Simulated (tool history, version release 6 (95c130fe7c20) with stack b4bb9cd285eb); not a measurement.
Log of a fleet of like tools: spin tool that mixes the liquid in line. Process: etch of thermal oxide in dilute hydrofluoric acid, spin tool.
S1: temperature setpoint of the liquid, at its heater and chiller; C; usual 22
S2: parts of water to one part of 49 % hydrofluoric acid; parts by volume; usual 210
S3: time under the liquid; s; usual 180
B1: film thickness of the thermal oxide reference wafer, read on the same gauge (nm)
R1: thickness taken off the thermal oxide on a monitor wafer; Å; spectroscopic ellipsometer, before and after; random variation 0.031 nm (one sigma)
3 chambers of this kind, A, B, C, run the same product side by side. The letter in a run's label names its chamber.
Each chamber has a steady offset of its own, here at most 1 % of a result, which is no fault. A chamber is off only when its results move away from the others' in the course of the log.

{"run": "1A", "hour": 2.7, "S1": 22, "S2": 210, "S3": 180, "B1": 149.98, "R1": 34.406}
{"run": "2C", "hour": 7.8, "S1": 22, "S2": 210, "S3": 180, "B1": 149.99, "R1": 34.303}
{"run": "3B", "hour": 11.6, "S1": 22, "S2": 210, "S3": 180, "B1": 149.99, "R1": 33.403}
{"run": "4A", "hour": 17.4, "S1": 22, "S2": 210, "S3": 180, "B1": 150.01, "R1": 33.724}
{"run": "5C", "hour": 20.1, "S1": 22, "S2": 210, "S3": 180, "B1": 150, "R1": 34.134}
{"run": "6B", "hour": 25.2, "S1": 25.5, "S2": 165, "S3": 180, "B1": 150.03, "R1": 52.118}
{"run": "7B", "hour": 31.0, "S1": 25.5, "S2": 165, "S3": 180, "B1": 150.01, "R1": 51.966}
{"run": "8A", "hour": 36.0, "S1": 25.5, "S2": 165, "S3": 180, "B1": 149.99, "R1": 51.785}
{"run": "9C", "hour": 42.0, "S1": 22, "S2": 210, "S3": 180, "B1": 150.02, "R1": 33.944}
{"run": "10C", "hour": 46.9, "S1": 22, "S2": 210, "S3": 180, "B1": 150.02, "R1": 33.74}
{"run": "11A", "hour": 51.7, "S1": 22, "S2": 210, "S3": 145, "B1": 150.01, "R1": 27.468}
{"run": "12B", "hour": 57.0, "S1": 22, "S2": 210, "S3": 145, "B1": 149.98, "R1": 27.426}
{"run": "13A", "hour": 61.5, "S1": 22, "S2": 210, "S3": 145, "B1": 150.01, "R1": 27.093}
{"run": "14C", "hour": 66.3, "S1": 22, "S2": 210, "S3": 180, "B1": 149.98, "R1": 34.001}
{"run": "15B", "hour": 69.4, "S1": 22, "S2": 280, "S3": 180, "B1": 150, "R1": 23.757}
{"run": "16B", "hour": 75.1, "S1": 22, "S2": 280, "S3": 180, "B1": 149.99, "R1": 23.78}
{"run": "17C", "hour": 78.7, "S1": 22, "S2": 280, "S3": 180, "B1": 150, "R1": 24.18}
{"run": "18A", "hour": 81.5, "S1": 22, "S2": 210, "S3": 180, "B1": 150.02, "R1": 34.182}
{"run": "19A", "hour": 86.2, "S1": 22, "S2": 210, "S3": 180, "B1": 149.98, "R1": 33.761}
{"run": "20C", "hour": 92.2, "S1": 22, "S2": 210, "S3": 180, "B1": 150.03, "R1": 33.97}
{"run": "21B", "hour": 97.6, "S1": 22, "S2": 265, "S3": 270, "B1": 150.01, "R1": 39.007}
{"run": "22B", "hour": 101.2, "S1": 22, "S2": 265, "S3": 270, "B1": 149.98, "R1": 38.712}
{"run": "23C", "hour": 107.3, "S1": 22, "S2": 265, "S3": 270, "B1": 150.01, "R1": 38.039}
{"run": "24A", "hour": 110.6, "S1": 22, "S2": 210, "S3": 180, "B1": 149.96, "R1": 33.778}
{"run": "25A", "hour": 114.7, "S1": 22, "S2": 210, "S3": 180, "B1": 149.99, "R1": 33.947}
{"run": "26B", "hour": 117.8, "S1": 22, "S2": 210, "S3": 180, "B1": 149.96, "R1": 35.229}
{"run": "27C", "hour": 122.9, "S1": 22, "S2": 210, "S3": 180, "B1": 149.99, "R1": 33.969}
{"run": "28A", "hour": 128.5, "S1": 22, "S2": 210, "S3": 265, "B1": 149.99, "R1": 49.917}
{"run": "29C", "hour": 133.9, "S1": 22, "S2": 210, "S3": 265, "B1": 150.01, "R1": 48.76}
{"run": "30B", "hour": 139.6, "S1": 22, "S2": 210, "S3": 265, "B1": 150.01, "R1": 52.935}
{"run": "31B", "hour": 144.8, "S1": 22, "S2": 210, "S3": 180, "B1": 150.02, "R1": 36.106}
{"run": "32C", "hour": 150.8, "S1": 22, "S2": 135, "S3": 180, "B1": 150.02, "R1": 57.198}
{"run": "33A", "hour": 154.3, "S1": 22, "S2": 135, "S3": 180, "B1": 150, "R1": 57.313}
{"run": "34B", "hour": 159.9, "S1": 22, "S2": 135, "S3": 180, "B1": 150.02, "R1": 60.376}
{"run": "35A", "hour": 165.6, "S1": 22, "S2": 210, "S3": 180, "B1": 150, "R1": 33.593}
{"run": "36C", "hour": 170.5, "S1": 22, "S2": 210, "S3": 180, "B1": 149.99, "R1": 34.342}
{"run": "37B", "hour": 174.7, "S1": 22, "S2": 210, "S3": 180, "B1": 150.01, "R1": 35.941}
{"run": "38A", "hour": 178.4, "S1": 22, "S2": 210, "S3": 85, "B1": 149.98, "R1": 15.932}
{"run": "39C", "hour": 183.0, "S1": 22, "S2": 210, "S3": 85, "B1": 150, "R1": 16.037}

Is one chamber off against the others, does the gauge drift, or is nothing wrong? If a chamber is off, say which, and what the likeliest cause is.

Chamber B drifts away from the others.
Cause: liquid hotter than its thermometer reads (K) = 1.97.
The log may not tell that from: hydrofluoric acid flow above the setpoint (%).

Here are 4 candidates for chamber B's next run, each the usual settings with a change, their results left as question marks. Which one brings its results back in line with what the others give on the usual settings?
In line means no further than this from the other chambers' mean on the usual settings: R1 1.1 Å
{"run": "40B-1", "hour": 187.4, "S1": 22, "S2": 220, "S3": 165, "R1": "?"}
{"run": "40B-2", "hour": 187.4, "S1": 22, "S2": 210, "S3": 205, "R1": "?"}
{"run": "40B-3", "hour": 187.4, "S1": 24, "S2": 210, "S3": 180, "R1": "?"}
{"run": "40B-4", "hour": 187.4, "S1": 22, "S2": 215, "S3": 175, "R1": "?"}

The other chambers' mean on the usual settings: R1 33.829 Å
run=40B-1 R1=31.385
run=40B-2 R1=41.319
run=40B-3 R1=39.056
run=40B-4 R1=34.256
40B-4 brings the chamber back in line.
